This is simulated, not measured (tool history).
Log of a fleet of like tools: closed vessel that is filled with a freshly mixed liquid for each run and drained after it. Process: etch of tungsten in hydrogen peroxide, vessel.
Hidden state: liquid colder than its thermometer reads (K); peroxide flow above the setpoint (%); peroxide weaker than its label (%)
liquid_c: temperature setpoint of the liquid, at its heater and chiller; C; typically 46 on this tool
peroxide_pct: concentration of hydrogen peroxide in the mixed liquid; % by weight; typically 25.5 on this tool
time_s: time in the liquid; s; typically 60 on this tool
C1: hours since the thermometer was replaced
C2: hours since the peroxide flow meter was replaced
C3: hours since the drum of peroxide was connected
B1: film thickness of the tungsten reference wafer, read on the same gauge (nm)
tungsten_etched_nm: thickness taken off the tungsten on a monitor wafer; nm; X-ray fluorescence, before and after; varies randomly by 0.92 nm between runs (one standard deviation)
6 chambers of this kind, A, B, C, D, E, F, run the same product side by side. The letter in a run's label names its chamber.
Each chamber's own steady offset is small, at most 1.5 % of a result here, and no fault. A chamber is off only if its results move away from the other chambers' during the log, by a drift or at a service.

run 1C hour=11.2 | liquid_c=46 peroxide_pct=25.5 time_s=60 | C1=124.4 C2=1008.2 C3=550.7 | B1=60 | tungsten_etched_nm=149.29
run 2F hour=24.2 | liquid_c=46 peroxide_pct=25.5 time_s=60 | C1=2099.7 C2=634.5 C3=424.6 | B1=60.015 | tungsten_etched_nm=148.12
run 3E hour=31.6 | liquid_c=46 peroxide_pct=25.5 time_s=60 | C1=3033.7 C2=532.1 C3=348.1 | B1=59.982 | tungsten_etched_nm=148.89
run 4D hour=42.9 | liquid_c=46 peroxide_pct=25.5 time_s=60 | C1=1863.3 C2=1102.5 C3=766.2 | B1=59.993 | tungsten_etched_nm=146.94
run 5A hour=56.8 | liquid_c=46 peroxide_pct=25.5 time_s=60 | C1=434.1 C2=71.3 C3=150.5 | B1=59.996 | tungsten_etched_nm=146.68
run 6B hour=66.2 | liquid_c=46 peroxide_pct=25.5 time_s=60 | C1=1021.3 C2=202.8 C3=468.1 | B1=60.004 | tungsten_etched_nm=148.19
-- hour=67.4 chamber D: thermometer replaced
run 7C hour=74.5 | liquid_c=38 peroxide_pct=25.5 time_s=30 | C1=187.7 C2=1071.5 C3=614 | B1=59.994 | tungsten_etched_nm=43.81
run 8A hour=85.4 | liquid_c=38 peroxide_pct=25.5 time_s=30 | C1=462.7 C2=99.9 C3=179.1 | B1=60.013 | tungsten_etched_nm=43.398
run 9D hour=95.4 | liquid_c=38 peroxide_pct=25.5 time_s=30 | C1=28.1 C2=1155 C3=818.7 | B1=59.997 | tungsten_etched_nm=43.51
run 10B hour=107.1 | liquid_c=38 peroxide_pct=25.5 time_s=30 | C1=1062.2 C2=243.7 C3=509 | B1=60.006 | tungsten_etched_nm=44.743
run 11E hour=116.6 | liquid_c=38 peroxide_pct=25.5 time_s=30 | C1=3118.7 C2=617.1 C3=433.1 | B1=60.015 | tungsten_etched_nm=43.292
run 12F hour=130.9 | liquid_c=38 peroxide_pct=25.5 time_s=30 | C1=2206.4 C2=741.2 C3=531.3 | B1=60.031 | tungsten_etched_nm=43.813
run 13D hour=142.5 | liquid_c=46 peroxide_pct=25.5 time_s=60 | C1=75.2 C2=1202.1 C3=865.8 | B1=59.995 | tungsten_etched_nm=146.91
run 14A hour=150.4 | liquid_c=46 peroxide_pct=25.5 time_s=60 | C1=527.7 C2=164.9 C3=244.1 | B1=60.002 | tungsten_etched_nm=145.74
run 15F hour=156.9 | liquid_c=46 peroxide_pct=19.5 time_s=60 | C1=2232.4 C2=767.2 C3=557.3 | B1=59.987 | tungsten_etched_nm=127.85
run 16E hour=163.8 | liquid_c=46 peroxide_pct=19.5 time_s=60 | C1=3165.9 C2=664.3 C3=480.3 | B1=59.984 | tungsten_etched_nm=128.84
run 17B hour=176.4 | liquid_c=46 peroxide_pct=19.5 time_s=60 | C1=1131.5 C2=313 C3=578.3 | B1=60 | tungsten_etched_nm=128.99
run 18C hour=184.9 | liquid_c=46 peroxide_pct=19.5 time_s=60 | C1=298.1 C2=1181.9 C3=724.4 | B1=59.977 | tungsten_etched_nm=128.72
run 19C hour=194.2 | liquid_c=46 peroxide_pct=19.5 time_s=60 | C1=307.4 C2=1191.2 C3=733.7 | B1=59.989 | tungsten_etched_nm=128.33
-- hour=206.8 chamber E: new drum of peroxide connected
run 20B hour=208.1 | liquid_c=46 peroxide_pct=19.5 time_s=60 | C1=1163.2 C2=344.7 C3=610 | B1=60.004 | tungsten_etched_nm=130.96
run 21E hour=214.8 | liquid_c=46 peroxide_pct=25.5 time_s=60 | C1=3216.9 C2=715.3 C3=8.1 | B1=59.991 | tungsten_etched_nm=146.22
-- hour=219.1 chamber D: new drum of peroxide connected
run 22F hour=227.8 | liquid_c=46 peroxide_pct=25.5 time_s=60 | C1=2303.3 C2=838.1 C3=628.2 | B1=59.996 | tungsten_etched_nm=147.15
run 23A hour=240.9 | liquid_c=46 peroxide_pct=25.5 time_s=60 | C1=618.2 C2=255.4 C3=334.6 | B1=60.008 | tungsten_etched_nm=146.09
-- hour=248.5 chamber F: new drum of peroxide connected
run 24D hour=252.1 | liquid_c=46 peroxide_pct=25.5 time_s=60 | C1=184.8 C2=1311.7 C3=33.1 | B1=60.012 | tungsten_etched_nm=146.36
-- hour=257.6 chamber A: new drum of peroxide connected
run 25A hour=265.6 | liquid_c=46 peroxide_pct=25.5 time_s=60 | C1=642.9 C2=280.1 C3=8 | B1=60.006 | tungsten_etched_nm=148.41
run 26E hour=278.6 | liquid_c=46 peroxide_pct=25.5 time_s=60 | C1=3280.7 C2=779.1 C3=71.9 | B1=59.992 | tungsten_etched_nm=147.65
-- hour=283.4 chamber E: thermometer replaced
run 27D hour=289.8 | liquid_c=46 peroxide_pct=30 time_s=60 | C1=222.5 C2=1349.4 C3=70.8 | B1=59.986 | tungsten_etched_nm=160.97
run 28C hour=302.4 | liquid_c=46 peroxide_pct=30 time_s=60 | C1=415.6 C2=1299.4 C3=841.9 | B1=60 | tungsten_etched_nm=159.27
run 29F hour=315.5 | liquid_c=46 peroxide_pct=30 time_s=60 | C1=2391 C2=925.8 C3=67.1 | B1=59.995 | tungsten_etched_nm=159.96
run 30B hour=323.5 | liquid_c=46 peroxide_pct=30 time_s=60 | C1=1278.6 C2=460.1 C3=725.4 | B1=60.016 | tungsten_etched_nm=160.14
run 31C hour=333 | liquid_c=46 peroxide_pct=30 time_s=60 | C1=446.2 C2=1330 C3=872.5 | B1=59.991 | tungsten_etched_nm=158.58
run 32F hour=346.6 | liquid_c=46 peroxide_pct=30 time_s=60 | C1=2422.1 C2=956.9 C3=98.2 | B1=60.015 | tungsten_etched_nm=158.09
run 33E hour=355.3 | liquid_c=46 peroxide_pct=25.5 time_s=60 | C1=71.9 C2=855.8 C3=148.6 | B1=59.997 | tungsten_etched_nm=147.64
run 34A hour=369 | liquid_c=46 peroxide_pct=25.5 time_s=60 | C1=746.3 C2=383.5 C3=111.4 | B1=60.009 | tungsten_etched_nm=146.85
run 35B hour=379.8 | liquid_c=46 peroxide_pct=25.5 time_s=60 | C1=1334.9 C2=516.4 C3=781.7 | B1=59.985 | tungsten_etched_nm=150.3
run 36D hour=389.5 | liquid_c=38 peroxide_pct=25.5 time_s=60 | C1=322.2 C2=1449.1 C3=170.5 | B1=60.001 | tungsten_etched_nm=86.527

Read the log: is a single chamber off, either drifting away or since a service, is the gauge that measures every chamber drifting, or is nothing wrong beyond small per-chamber offsets? Name any odd chamber and what most likely caused it.

Chamber B drifts away from the others.
What lies behind it: peroxide flow above the setpoint (%) = 7.15.
The log may not separate it from: liquid hotter than its thermometer reads (K).

Below are 4 candidate recipes for chamber B's next run, each the usual settings with a change, their results shown as question marks. Which of them brings B's results back in line with what the other chambers give on the usual settings?
In-line tolerance around the mean of the other chambers on the usual settings: tungsten_etched_nm 3.2 nm
run 37B-1 hour=399.8 | liquid_c=47 peroxide_pct=25.5 time_s=60 | tungsten_etched_nm=?
run 37B-2 hour=399.8 | liquid_c=46 peroxide_pct=24 time_s=60 | tungsten_etched_nm=?
run 37B-3 hour=399.8 | liquid_c=46 peroxide_pct=22 time_s=60 | tungsten_etched_nm=?
run 37B-4 hour=399.8 | liquid_c=46.5 peroxide_pct=25.5 time_s=60 | tungsten_etched_nm=?

Usual-settings mean across the other chambers: tungsten_etched_nm 147.12 nm
run=37B-1 tungsten_etched_nm=161.58
run=37B-2 tungsten_etched_nm=147.33
run=37B-3 tungsten_etched_nm=141.16
run=37B-4 tungsten_etched_nm=156.61
Change 37B-2 lands the chamber within the allowed miss of the other chambers.
